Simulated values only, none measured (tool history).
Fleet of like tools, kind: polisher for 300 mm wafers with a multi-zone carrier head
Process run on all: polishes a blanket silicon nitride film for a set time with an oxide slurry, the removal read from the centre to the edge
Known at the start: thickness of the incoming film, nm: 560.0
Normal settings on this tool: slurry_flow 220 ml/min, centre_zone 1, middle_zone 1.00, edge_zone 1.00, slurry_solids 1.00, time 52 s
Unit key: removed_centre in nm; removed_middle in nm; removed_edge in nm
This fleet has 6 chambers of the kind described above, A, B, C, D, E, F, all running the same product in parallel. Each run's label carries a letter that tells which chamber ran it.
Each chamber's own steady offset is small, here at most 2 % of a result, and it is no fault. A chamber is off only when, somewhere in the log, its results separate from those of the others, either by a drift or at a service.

| run | hour | slurry_flow | centre_zone | middle_zone | edge_zone | slurry_solids | time | wafers polished on this pad | hours since the slurry nozzle was cleaned | hours since the centre zone pressure was calibrated | hours since the edge zone pressure was calibrated | removed_centre | removed_middle | removed_edge |
|---|---|---|---|---|---|---|---|---|---|---|---|---|---|---|
| 1A | 3.1 | 220 | 1 | 1.00 | 1.00 | 1.00 | 52 | 1245 | 25.7 | 237.2 | 80.5 | 20.263 | 20.088 | 19.819 |
| 2F | 7.7 | 220 | 1 | 1.00 | 1.00 | 1.00 | 52 | 651 | 606.7 | 457.3 | 875.6 | 20.163 | 20.204 | 19.572 |
| 3B | 11.0 | 220 | 1 | 1.00 | 1.00 | 1.00 | 52 | 368 | 577.4 | 520.5 | 471.1 | 19.967 | 20.260 | 19.938 |
| 4E | 16.2 | 220 | 1 | 1.00 | 1.00 | 1.00 | 52 | 603 | 432.0 | 321.6 | 368.7 | 20.539 | 20.122 | 20.120 |
|  | 17.5 | chamber A: worn pad replaced by a new one |
| 5D | 22.2 | 220 | 1 | 1.00 | 1.00 | 1.00 | 52 | 886 | 359.2 | 53.9 | 338.6 | 19.607 | 20.126 | 20.000 |
| 6C | 25.5 | 220 | 1 | 1.00 | 1.00 | 1.00 | 52 | 350 | 175.0 | 341.6 | 441.0 | 19.815 | 20.413 | 20.161 |
|  | 26.2 | chamber F: worn pad replaced by a new one |
| 7C | 30.4 | 155 | 1 | 1.06 | 1.00 | 1.00 | 52 | 379 | 179.9 | 346.5 | 445.9 | 18.667 | 19.934 | 19.456 |
|  | 30.7 | chamber E: worn pad replaced by a new one |
| 8D | 35.8 | 155 | 1 | 1.06 | 1.00 | 1.00 | 52 | 969 | 372.8 | 67.5 | 352.2 | 18.703 | 20.396 | 19.001 |
| 9E | 39.8 | 155 | 1 | 1.06 | 1.00 | 1.00 | 52 | 55 | 455.6 | 345.2 | 392.3 | 19.172 | 19.806 | 19.041 |
| 10F | 44.4 | 155 | 1 | 1.06 | 1.00 | 1.00 | 52 | 110 | 643.4 | 494.0 | 912.3 | 19.283 | 19.909 | 20.026 |
|  | 45.5 | chamber B: centre zone pressure recalibrated |
| 11B | 49.2 | 155 | 1 | 1.06 | 1.00 | 1.00 | 52 | 600 | 615.6 | 3.8 | 509.3 | 18.788 | 20.000 | 18.761 |
| 12A | 54.9 | 155 | 1 | 1.06 | 1.00 | 1.00 | 52 | 227 | 77.5 | 289.0 | 132.3 | 18.955 | 20.226 | 19.318 |
| 13E | 60.4 | 220 | 1 | 1.00 | 1.00 | 1.00 | 52 | 181 | 476.2 | 365.8 | 412.9 | 20.293 | 20.305 | 20.084 |
|  | 61.1 | chamber F: centre zone pressure recalibrated |
| 14B | 64.6 | 220 | 1 | 1.10 | 1.00 | 1.00 | 52 | 694 | 631.0 | 19.2 | 524.7 | 19.907 | 21.785 | 19.801 |
| 15F | 69.6 | 220 | 1 | 1.10 | 1.00 | 1.00 | 52 | 263 | 668.6 | 8.6 | 937.5 | 20.184 | 21.902 | 20.113 |
|  | 69.9 | chamber F: slurry nozzle cleaned |
| 16D | 72.6 | 220 | 1 | 1.10 | 1.00 | 1.00 | 52 | 1193 | 409.6 | 104.3 | 389.0 | 19.628 | 21.490 | 19.680 |
| 17C | 76.0 | 220 | 1 | 1.10 | 1.00 | 1.00 | 52 | 657 | 225.5 | 392.1 | 491.5 | 19.659 | 21.643 | 19.882 |
|  | 77.1 | chamber B: slurry nozzle cleaned |
|  | 77.7 | chamber C: worn pad replaced by a new one |
| 18A | 79.9 | 220 | 1 | 1.10 | 1.00 | 1.00 | 52 | 379 | 102.5 | 314.0 | 157.3 | 20.394 | 21.908 | 20.583 |
|  | 80.2 | chamber D: worn pad replaced by a new one |
| 19A | 82.8 | 220 | 1 | 1.10 | 1.00 | 1.00 | 52 | 397 | 105.4 | 316.9 | 160.2 | 20.418 | 22.457 | 20.304 |
|  | 85.8 | chamber B: worn pad replaced by a new one |
| 20F | 86.0 | 220 | 1 | 1.00 | 1.00 | 1.00 | 52 | 363 | 16.1 | 25.0 | 953.9 | 20.064 | 19.865 | 20.494 |
| 21E | 90.8 | 220 | 1 | 1.00 | 1.00 | 1.00 | 52 | 365 | 506.6 | 396.2 | 443.3 | 20.214 | 19.795 | 19.960 |
| 22C | 94.6 | 220 | 1 | 1.00 | 1.00 | 1.00 | 52 | 102 | 244.1 | 410.7 | 510.1 | 19.890 | 20.005 | 20.539 |
| 23B | 99.8 | 220 | 1 | 1.00 | 1.00 | 1.00 | 52 | 85 | 22.8 | 54.4 | 559.9 | 19.850 | 20.037 | 19.435 |
| 24D | 103.2 | 220 | 1 | 1.00 | 1.00 | 1.00 | 52 | 140 | 440.2 | 134.9 | 419.6 | 20.256 | 20.336 | 19.890 |
| 25F | 109.5 | 220 | 1 | 1.00 | 1.00 | 1.00 | 52 | 506 | 39.6 | 48.5 | 977.4 | 20.181 | 20.131 | 20.583 |
| 26C | 113.5 | 220 | 1 | 1.00 | 1.00 | 1.00 | 52 | 217 | 263.0 | 429.6 | 529.0 | 19.922 | 20.122 | 20.763 |
| 27E | 117.0 | 220 | 1 | 1.00 | 1.00 | 1.00 | 52 | 525 | 532.8 | 422.4 | 469.5 | 19.630 | 19.309 | 19.779 |
| 28A | 122.3 | 220 | 1 | 1.00 | 1.00 | 1.00 | 52 | 637 | 144.9 | 356.4 | 199.7 | 20.423 | 20.104 | 20.256 |
|  | 125.2 | chamber E: worn pad replaced by a new one |
| 29B | 127.9 | 220 | 1 | 1.00 | 1.00 | 1.00 | 52 | 256 | 50.9 | 82.5 | 588.0 | 20.047 | 20.137 | 20.141 |
| 30D | 131.7 | 220 | 1 | 1.04 | 1.00 | 1.25 | 52 | 313 | 468.7 | 163.4 | 448.1 | 21.984 | 23.288 | 22.261 |
| 31D | 136.0 | 220 | 1 | 1.04 | 1.00 | 1.25 | 52 | 339 | 473.0 | 167.7 | 452.4 | 21.964 | 23.338 | 22.989 |
|  | 136.5 | chamber F: worn pad replaced by a new one |
| 32F | 140.4 | 220 | 1 | 1.04 | 1.00 | 1.25 | 52 | 23 | 70.5 | 79.4 | 1008.3 | 22.245 | 22.484 | 22.414 |
|  | 141.6 | chamber B: edge zone pressure recalibrated |
| 33C | 146.5 | 220 | 1 | 1.04 | 1.00 | 1.25 | 52 | 418 | 296.0 | 462.6 | 562.0 | 21.641 | 23.022 | 22.396 |
| 34E | 150.3 | 220 | 1 | 1.04 | 1.00 | 1.25 | 52 | 153 | 566.1 | 455.7 | 502.8 | 21.053 | 22.293 | 21.866 |
| 35B | 153.5 | 220 | 1 | 1.04 | 1.00 | 1.25 | 52 | 411 | 76.5 | 108.1 | 11.9 | 22.642 | 23.456 | 21.421 |
|  | 157.3 | chamber C: slurry nozzle cleaned |
| 36A | 157.8 | 220 | 1 | 1.00 | 1.00 | 1.00 | 52 | 853 | 180.4 | 391.9 | 235.2 | 20.465 | 20.326 | 20.141 |
|  | 159.3 | chamber F: edge zone pressure recalibrated |
| 37F | 164.1 | 275 | 1 | 1.00 | 1.00 | 1.00 | 52 | 167 | 94.2 | 103.1 | 4.9 | 20.510 | 20.478 | 20.766 |
| 38C | 167.6 | 275 | 1 | 1.00 | 1.00 | 1.00 | 52 | 546 | 10.3 | 483.7 | 583.1 | 20.633 | 20.581 | 21.120 |
| 39A | 170.8 | 275 | 1 | 1.00 | 1.00 | 1.00 | 52 | 932 | 193.4 | 404.9 | 248.2 | 20.997 | 20.629 | 20.434 |
| 40B | 174.3 | 275 | 1 | 1.00 | 1.00 | 1.00 | 52 | 538 | 97.3 | 128.9 | 32.7 | 20.243 | 20.824 | 20.619 |
| 41D | 178.3 | 275 | 1 | 1.00 | 1.00 | 1.00 | 52 | 596 | 515.3 | 210.0 | 494.7 | 20.472 | 20.647 | 20.692 |

What goes on in this fleet: one chamber off, a drifting gauge, or nothing beyond the chambers' own small offsets? Name the chamber and the cause, if any.

It is chamber E that slowly wanders off from its peers.
Cause: slurry flow missing at the pad, % = 37.3.

Below are 4 candidate recipes for chamber E's next run, each the usual settings with a change, their results shown as question marks. Which of them brings E's results back in line with what the other chambers give on the usual settings?
Counts as in line when no further than this from what the other chambers average on the usual settings: removed_centre 0.660 nm; removed_middle 0.690 nm; removed_edge 1.000 nm
| 42E-1 | 182.9 | 225 | 1.01 | 1.02 | 0.99 | 1.00 | 55 |  |  |  |  | ? | ? | ? |
| 42E-2 | 182.9 | 230 | 1.02 | 1.03 | 0.98 | 1.05 | 57 |  |  |  |  | ? | ? | ? |
| 42E-3 | 182.9 | 215 | 0.99 | 0.98 | 1.01 | 1.00 | 49 |  |  |  |  | ? | ? | ? |
| 42E-4 | 182.9 | 210 | 0.98 | 0.97 | 1.02 | 0.95 | 47 |  |  |  |  | ? | ? | ? |

On the usual settings, the other chambers give on average: removed_centre 20.098 nm; removed_middle 20.142 nm; removed_edge 20.226 nm
| run | removed_centre | removed_middle | removed_edge |
|---|---|---|---|
| 42E-1 | 19.961 | 20.055 | 20.264 |
| 42E-2 | 21.475 | 21.525 | 21.413 |
| 42E-3 | 17.216 | 17.070 | 18.134 |
| 42E-4 | 15.862 | 15.766 | 17.020 |
42E-1 is the one that brings the chamber's results back in line with the other chambers.
